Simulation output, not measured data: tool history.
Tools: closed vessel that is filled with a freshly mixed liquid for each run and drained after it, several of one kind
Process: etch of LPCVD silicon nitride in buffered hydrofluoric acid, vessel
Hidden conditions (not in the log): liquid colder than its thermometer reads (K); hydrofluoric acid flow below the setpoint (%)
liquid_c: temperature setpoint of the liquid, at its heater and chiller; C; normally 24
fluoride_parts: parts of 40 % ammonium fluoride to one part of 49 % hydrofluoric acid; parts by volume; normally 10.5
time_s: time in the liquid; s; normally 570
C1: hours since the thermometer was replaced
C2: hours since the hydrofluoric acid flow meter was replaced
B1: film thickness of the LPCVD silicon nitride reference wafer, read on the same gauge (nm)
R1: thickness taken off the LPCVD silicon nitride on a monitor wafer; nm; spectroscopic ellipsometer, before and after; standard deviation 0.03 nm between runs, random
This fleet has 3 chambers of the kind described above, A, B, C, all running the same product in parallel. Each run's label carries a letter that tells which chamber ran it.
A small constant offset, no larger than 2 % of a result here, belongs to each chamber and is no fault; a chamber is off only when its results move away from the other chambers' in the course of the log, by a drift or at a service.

run 1A hour=7.9 | liquid_c=24 fluoride_parts=10.5 time_s=570 | C1=106.6 C2=283.4 | B1=29.996 | R1=7.2331
run 2B hour=14.5 | liquid_c=24 fluoride_parts=10.5 time_s=570 | C1=223.4 C2=357.2 | B1=30.023 | R1=7.1574
run 3C hour=23 | liquid_c=24 fluoride_parts=10.5 time_s=570 | C1=1885.4 C2=997.8 | B1=29.981 | R1=7.1308
run 4A hour=28.6 | liquid_c=24 fluoride_parts=10.5 time_s=570 | C1=127.3 C2=304.1 | B1=30 | R1=7.3221
run 5B hour=35.1 | liquid_c=24 fluoride_parts=10.5 time_s=570 | C1=244 C2=377.8 | B1=29.974 | R1=7.2125
run 6C hour=40.2 | liquid_c=24 fluoride_parts=10.5 time_s=570 | C1=1902.6 C2=1015 | B1=29.99 | R1=7.0973
run 7C hour=48.9 | liquid_c=24 fluoride_parts=10.5 time_s=570 | C1=1911.3 C2=1023.7 | B1=30.038 | R1=7.0793
run 8B hour=54.7 | liquid_c=24 fluoride_parts=10.5 time_s=570 | C1=263.6 C2=397.4 | B1=30.037 | R1=7.1492
run 9A hour=60.2 | liquid_c=24 fluoride_parts=10.5 time_s=570 | C1=158.9 C2=335.7 | B1=29.983 | R1=7.2387
run 10A hour=64.3 | liquid_c=24 fluoride_parts=10.5 time_s=570 | C1=163 C2=339.8 | B1=30.026 | R1=7.3123
run 11C hour=71.6 | liquid_c=24 fluoride_parts=10.5 time_s=570 | C1=1934 C2=1046.4 | B1=30.045 | R1=7.1131
run 12B hour=80 | liquid_c=24 fluoride_parts=10.5 time_s=570 | C1=288.9 C2=422.7 | B1=29.993 | R1=7.195
run 13A hour=86.3 | liquid_c=24 fluoride_parts=10.5 time_s=570 | C1=185 C2=361.8 | B1=29.978 | R1=7.2108
run 14C hour=92.1 | liquid_c=24 fluoride_parts=10.5 time_s=570 | C1=1954.5 C2=1066.9 | B1=30.039 | R1=7.1368
-- hour=92.9 chamber C: hydrofluoric acid flow meter replaced
run 15B hour=97.1 | liquid_c=24 fluoride_parts=10.5 time_s=570 | C1=306 C2=439.8 | B1=29.985 | R1=7.105
run 16A hour=102.1 | liquid_c=24 fluoride_parts=10.5 time_s=570 | C1=200.8 C2=377.6 | B1=30.015 | R1=7.2667
run 17C hour=109.9 | liquid_c=24 fluoride_parts=10.5 time_s=570 | C1=1972.3 C2=17.1 | B1=30.001 | R1=7.141
run 18B hour=116.1 | liquid_c=24 fluoride_parts=10.5 time_s=570 | C1=325 C2=458.8 | B1=29.978 | R1=7.1891
run 19C hour=120.5 | liquid_c=24 fluoride_parts=10.5 time_s=570 | C1=1982.9 C2=27.7 | B1=30.008 | R1=7.1473
run 20B hour=127 | liquid_c=24 fluoride_parts=10.5 time_s=570 | C1=335.9 C2=469.7 | B1=30.002 | R1=7.2248
run 21A hour=135.1 | liquid_c=24 fluoride_parts=10.5 time_s=570 | C1=233.8 C2=410.6 | B1=29.992 | R1=7.2332
run 22C hour=142.9 | liquid_c=24 fluoride_parts=10.5 time_s=340 | C1=2005.3 C2=50.1 | B1=29.964 | R1=4.2557
run 23A hour=150.9 | liquid_c=24 fluoride_parts=10.5 time_s=340 | C1=249.6 C2=426.4 | B1=30.023 | R1=4.314
run 24B hour=156.1 | liquid_c=24 fluoride_parts=10.5 time_s=340 | C1=365 C2=498.8 | B1=29.991 | R1=4.2803
run 25B hour=160.2 | liquid_c=24 fluoride_parts=10.5 time_s=570 | C1=369.1 C2=502.9 | B1=30.015 | R1=7.1698
run 26A hour=165.9 | liquid_c=24 fluoride_parts=10.5 time_s=570 | C1=264.6 C2=441.4 | B1=30.038 | R1=7.2754
-- hour=170.7 chamber B: hydrofluoric acid flow meter replaced
run 27C hour=172.8 | liquid_c=24 fluoride_parts=14 time_s=570 | C1=2035.2 C2=80 | B1=30.032 | R1=5.4087
run 28C hour=181.3 | liquid_c=24 fluoride_parts=14 time_s=570 | C1=2043.7 C2=88.5 | B1=30.016 | R1=5.3566
run 29A hour=188 | liquid_c=24 fluoride_parts=14 time_s=570 | C1=286.7 C2=463.5 | B1=30.029 | R1=5.4862
run 30B hour=193.8 | liquid_c=24 fluoride_parts=10.5 time_s=765 | C1=402.7 C2=23.2 | B1=29.965 | R1=9.6071
run 31C hour=202.3 | liquid_c=24 fluoride_parts=10.5 time_s=765 | C1=2064.7 C2=109.5 | B1=30.014 | R1=9.6061
run 32A hour=207.4 | liquid_c=24 fluoride_parts=10.5 time_s=765 | C1=306.1 C2=482.9 | B1=30.011 | R1=9.756
run 33B hour=215.4 | liquid_c=24 fluoride_parts=10.5 time_s=570 | C1=424.3 C2=44.8 | B1=29.995 | R1=7.1579
run 34A hour=219.3 | liquid_c=24 fluoride_parts=10.5 time_s=570 | C1=318 C2=494.8 | B1=29.994 | R1=7.2688

Read the log: is a single chamber off, either drifting away or since a service, is the gauge that measures every chamber drifting, or is nothing wrong beyond small per-chamber offsets? Name any odd chamber and what most likely caused it.

Nothing is wrong: each chamber keeps only its own small, steady offset and the gauge holds still.
